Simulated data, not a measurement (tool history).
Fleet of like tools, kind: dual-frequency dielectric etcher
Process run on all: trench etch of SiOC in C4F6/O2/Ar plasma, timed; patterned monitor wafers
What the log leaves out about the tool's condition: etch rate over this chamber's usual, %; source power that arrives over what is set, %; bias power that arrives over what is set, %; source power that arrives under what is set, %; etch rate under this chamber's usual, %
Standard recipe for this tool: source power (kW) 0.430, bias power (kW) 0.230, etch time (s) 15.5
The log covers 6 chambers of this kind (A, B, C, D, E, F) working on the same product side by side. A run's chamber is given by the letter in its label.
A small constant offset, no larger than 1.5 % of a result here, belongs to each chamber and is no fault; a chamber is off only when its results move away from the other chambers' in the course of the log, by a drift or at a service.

run   hour  source power (kW)  bias power (kW)  etch time (s)  hours since the last wet clean  hours since the last source power generator calibration  hours since the last bias power generator calibration  read-back reference wafer on the same gauge, depth_nm  mean etch depth across the wafer (angstrom)
 1D    7.4              0.430            0.230           15.5                            34.0                                                   1673.7                                                  196.1                                                 39.696                                       359.00
 2F   18.4              0.430            0.230           15.5                           154.1                                                     69.3                                                  127.4                                                 39.688                                       360.95
 3E   28.1              0.430            0.230           15.5                            72.4                                                   1585.0                                                  463.1                                                 39.691                                       358.70
 4C   39.5              0.430            0.230           15.5                            90.2                                                   3306.3                                                 1843.3                                                 39.686                                       355.40
 5B   46.6              0.430            0.230           15.5                           101.4                                                    255.3                                                 1612.8                                                 39.676                                       358.79
      49.6  -- chamber C: source power generator calibrated
 6A   52.8              0.430            0.230           15.5                           587.8                                                   1862.4                                                 2150.3                                                 39.656                                       354.18
 7D   64.4              0.430            0.230           11.5                            91.0                                                   1730.7                                                  253.1                                                 39.678                                       265.79
 8B   75.1              0.430            0.230           11.5                           129.9                                                    283.8                                                 1641.3                                                 39.675                                       265.63
 9C   81.7              0.430            0.230           11.5                           132.4                                                     32.2                                                 1885.5                                                 39.673                                       262.84
10F   92.6              0.430            0.230           11.5                           228.3                                                    143.5                                                  201.6                                                 39.666                                       267.23
      94.2  -- chamber A: wet clean of the chamber
      94.8  -- chamber D: source power generator calibrated
11A   98.3              0.430            0.230           11.5                             4.1                                                   1907.9                                                 2195.8                                                 39.633                                       262.34
12E  107.9              0.430            0.230           11.5                           152.2                                                   1664.8                                                  542.9                                                 39.646                                       266.10
13D  113.8              0.430            0.230           15.5                           140.4                                                     19.0                                                  302.5                                                 39.646                                       358.60
14B  124.4              0.430            0.230           15.5                           179.2                                                    333.1                                                 1690.6                                                 39.633                                       357.62
15A  129.8              0.430            0.230           15.5                            35.6                                                   1939.4                                                 2227.3                                                 39.636                                       354.47
16E  138.9              0.430            0.230           15.5                           183.2                                                   1695.8                                                  573.9                                                 39.616                                       357.63
17C  144.4              0.430            0.230           15.5                           195.1                                                     94.9                                                 1948.2                                                 39.629                                       354.32
18F  155.0              0.430            0.230           15.5                           290.7                                                    205.9                                                  264.0                                                 39.621                                       360.28
19C  163.3              0.430            0.230           15.5                           214.0                                                    113.8                                                 1967.1                                                 39.637                                       353.99
20B  170.1              0.430            0.230           15.5                           224.9                                                    378.8                                                 1736.3                                                 39.607                                       358.35
21E  182.0              0.430            0.230           15.5                           226.3                                                   1738.9                                                  617.0                                                 39.607                                       357.40
22A  192.0              0.430            0.230           15.5                            97.8                                                   2001.6                                                 2289.5                                                 39.610                                       354.01
23D  197.3              0.430            0.230           15.5                           223.9                                                    102.5                                                  386.0                                                 39.599                                       359.29
24F  206.9              0.430            0.230           15.5                           342.6                                                    257.8                                                  315.9                                                 39.597                                       359.35
25B  218.9              0.430            0.230           15.5                           273.7                                                    427.6                                                 1785.1                                                 39.588                                       357.11
26C  228.5              0.430            0.230           15.5                           279.2                                                    179.0                                                 2032.3                                                 39.580                                       353.58
27E  236.2              0.430            0.230           15.5                           280.5                                                   1793.1                                                  671.2                                                 39.572                                       357.72
28F  244.4              0.430            0.230           15.5                           380.1                                                    295.3                                                  353.4                                                 39.579                                       360.20
29A  250.5              0.430            0.230           15.5                           156.3                                                   2060.1                                                 2348.0                                                 39.565                                       353.72
30D  259.2              0.430            0.230           15.5                           285.8                                                    164.4                                                  447.9                                                 39.579                                       359.11
     259.9  -- chamber B: wet clean of the chamber
31B  269.7              0.330            0.230           11.5                             9.9                                                    478.4                                                 1835.9                                                 39.561                                       239.69
32D  281.2              0.330            0.230           11.5                           307.8                                                    186.4                                                  469.9                                                 39.552                                       240.73
     289.4  -- chamber F: wet clean of the chamber
33E  291.6              0.330            0.230           11.5                           335.9                                                   1848.5                                                  726.6                                                 39.556                                       239.80
34C  302.1              0.330            0.230           11.5                           352.8                                                    252.6                                                 2105.9                                                 39.544                                       236.71
35F  312.5              0.330            0.230           11.5                            23.1                                                    363.4                                                  421.5                                                 39.536                                       240.95
36A  320.5              0.330            0.230           11.5                           226.3                                                   2130.1                                                 2418.0                                                 39.532                                       237.20
37C  328.6              0.430            0.230           15.5                           379.3                                                    279.1                                                 2132.4                                                 39.534                                       353.30
38D  337.4              0.430            0.230           19.5                           364.0                                                    242.6                                                  526.1                                                 39.525                                       449.82
39A  343.2              0.430            0.230           19.5                           249.0                                                   2152.8                                                 2440.7                                                 39.544                                       444.90
40F  352.3              0.430            0.230           19.5                            62.9                                                    403.2                                                  461.3                                                 39.521                                       451.60
41B  359.1              0.430            0.230           19.5                            99.3                                                    567.8                                                 1925.3                                                 39.522                                       449.09
42E  366.1              0.430            0.230           19.5                           410.4                                                   1923.0                                                  801.1                                                 39.518                                       448.83
43E  371.3              0.430            0.230           19.5                           415.6                                                   1928.2                                                  806.3                                                 39.501                                       449.96

Decide between three cases: one chamber stands off from its peers, the gauge reading all wafers drifts, or nothing is wrong past each chamber's small offset. Where a chamber is off, say which and what most likely put it there.

No chamber is off; the gauge reading every chamber's wafers drifts, which makes the whole fleet appear to move together.
Likeliest cause: gauge reads low (%) = 0.489.

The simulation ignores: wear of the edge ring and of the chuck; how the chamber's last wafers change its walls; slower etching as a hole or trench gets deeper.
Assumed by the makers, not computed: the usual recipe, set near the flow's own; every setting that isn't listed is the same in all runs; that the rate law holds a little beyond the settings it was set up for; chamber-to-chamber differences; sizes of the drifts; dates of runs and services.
